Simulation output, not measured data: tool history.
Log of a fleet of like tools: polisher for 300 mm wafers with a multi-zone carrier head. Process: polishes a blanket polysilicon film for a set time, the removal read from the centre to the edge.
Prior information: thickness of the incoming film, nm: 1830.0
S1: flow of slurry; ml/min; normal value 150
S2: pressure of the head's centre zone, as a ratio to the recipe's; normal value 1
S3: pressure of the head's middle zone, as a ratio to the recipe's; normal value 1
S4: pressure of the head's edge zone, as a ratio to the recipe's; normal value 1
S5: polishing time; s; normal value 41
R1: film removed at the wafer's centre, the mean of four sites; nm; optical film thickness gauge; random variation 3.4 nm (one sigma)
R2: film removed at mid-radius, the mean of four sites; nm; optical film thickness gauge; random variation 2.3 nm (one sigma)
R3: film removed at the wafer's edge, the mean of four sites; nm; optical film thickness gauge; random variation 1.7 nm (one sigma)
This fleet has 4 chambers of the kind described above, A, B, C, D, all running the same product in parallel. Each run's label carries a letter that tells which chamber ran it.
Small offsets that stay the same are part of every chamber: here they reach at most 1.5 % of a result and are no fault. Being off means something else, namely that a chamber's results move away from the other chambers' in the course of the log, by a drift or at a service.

run,day,S1,S2,S3,S4,S5,R1,R2,R3
# day 0.417: chamber A: worn pad replaced by a new one
1C,0.525,150,1,1,1,41,229.94,229.90,229.96
# day 0.650: chamber D: worn pad replaced by a new one
2B,0.825,150,1,1,1,41,232.76,235.48,231.00
3D,1.275,150,1,1,1,41,231.56,231.74,230.90
4A,1.892,150,1,1,1,41,231.17,232.73,231.75
5C,2.183,150,1,1,1,41,226.94,230.80,227.43
# day 2.308: chamber C: worn pad replaced by a new one
6A,2.717,150,1,1,1,41,232.33,231.95,231.32
# day 2.771: chamber B: worn pad replaced by a new one
7D,3.242,150,1,1,1,41,230.63,233.92,234.68
8B,3.542,150,1,1,1,41,239.21,231.31,233.16
# day 3.696: chamber D: worn pad replaced by a new one
9C,3.925,150,1,1,1,41,226.37,231.64,229.22
# day 4.162: chamber A: worn pad replaced by a new one
10D,4.425,150,1,1,1,41,231.44,230.85,232.84
11B,4.704,150,1,1,1,41,242.40,232.83,234.99
# day 5.125: chamber C: worn pad replaced by a new one
12A,5.196,150,1,1,1,41,238.90,231.18,230.71
13D,5.525,150,1,1,1,41,226.64,231.29,229.81
14A,5.950,150,1,1,1,41,237.00,231.81,232.35
15B,6.525,150,1,1,1,41,231.90,234.17,233.03
# day 6.725: chamber B: edge zone pressure recalibrated
# day 6.829: chamber D: worn pad replaced by a new one
16C,7.004,150,1,1,1,41,227.33,231.36,227.33
17D,7.354,150,1,1,1,41,224.74,226.68,229.67
# day 7.829: chamber B: worn pad replaced by a new one
18A,7.842,150,1,1,1,41,228.95,230.29,229.57
# day 7.929: chamber A: worn pad replaced by a new one
# day 8.025: chamber C: worn pad replaced by a new one
19C,8.408,130,1,1,1,41,225.01,226.71,226.84
# day 8.438: chamber D: edge zone pressure recalibrated
20B,8.850,130,1,1,1,41,228.32,226.66,230.32
# day 9.004: chamber C: edge zone pressure recalibrated
21A,9.267,130,1,1,1,41,226.77,227.57,226.38
22D,9.550,130,1,1,1,41,210.23,213.17,222.14
# day 9.904: chamber D: worn pad replaced by a new one
23C,9.908,120,1,1,1,41,217.95,218.47,221.36
24B,10.488,120,1,1,1,41,229.09,222.10,227.21
# day 10.608: chamber C: centre zone pressure recalibrated
25B,10.767,120,1,1,1,41,229.81,225.43,223.57
# day 11.238: chamber C: worn pad replaced by a new one
26A,11.296,120,1,1,1,41,224.74,221.99,225.91
27C,11.808,150,1,1,1,41,231.89,230.63,229.05
# day 12.025: chamber A: worn pad replaced by a new one
# day 12.208: chamber C: slurry nozzle cleaned
# day 12.300: chamber D: worn pad replaced by a new one
28D,12.325,135,1,1,1,41,213.35,209.10,218.68
29A,12.775,135,1,1,1,41,228.43,224.96,228.29
# day 12.858: chamber B: worn pad replaced by a new one
30C,13.379,135,1,1,1,41,228.97,222.31,228.92
31B,13.717,135,1,1,1,41,230.60,229.71,228.65

Decide between three cases: one chamber stands off from its peers, the gauge reading all wafers drifts, or nothing is wrong past each chamber's small offset. Where a chamber is off, say which and what most likely put it there.

Little by little, chamber D moves away from the other chambers.
Likeliest cause: slurry flow missing at the pad, % = 30.9.

Below are 4 candidate recipes for chamber D's next run, each the usual settings with a change, their results shown as question marks. Which of them brings D's results back in line with what the other chambers give on the usual settings?
Allowed miss from the other chambers' usual-settings mean, per result, to count as in line: R1 12.00 nm; R2 8.10 nm; R3 6.10 nm
32D-1,14.162,150,0.99,0.99,1.01,40,?,?,?
32D-2,14.162,140,0.97,0.98,1.02,39,?,?,?
32D-3,14.162,150,1.01,1.01,0.99,42,?,?,?
32D-4,14.162,160,1.03,1.02,0.98,43,?,?,?

Other chambers, usual settings, mean: R1 234.45 nm; R2 231.19 nm; R3 231.69 nm
run,R1,R2,R3
32D-1,202.34,204.27,214.14
32D-2,188.64,193.63,207.22
32D-3,217.27,218.38,222.40
32D-4,231.77,229.39,229.06
Change 32D-4 lands the chamber within the allowed miss of the other chambers.
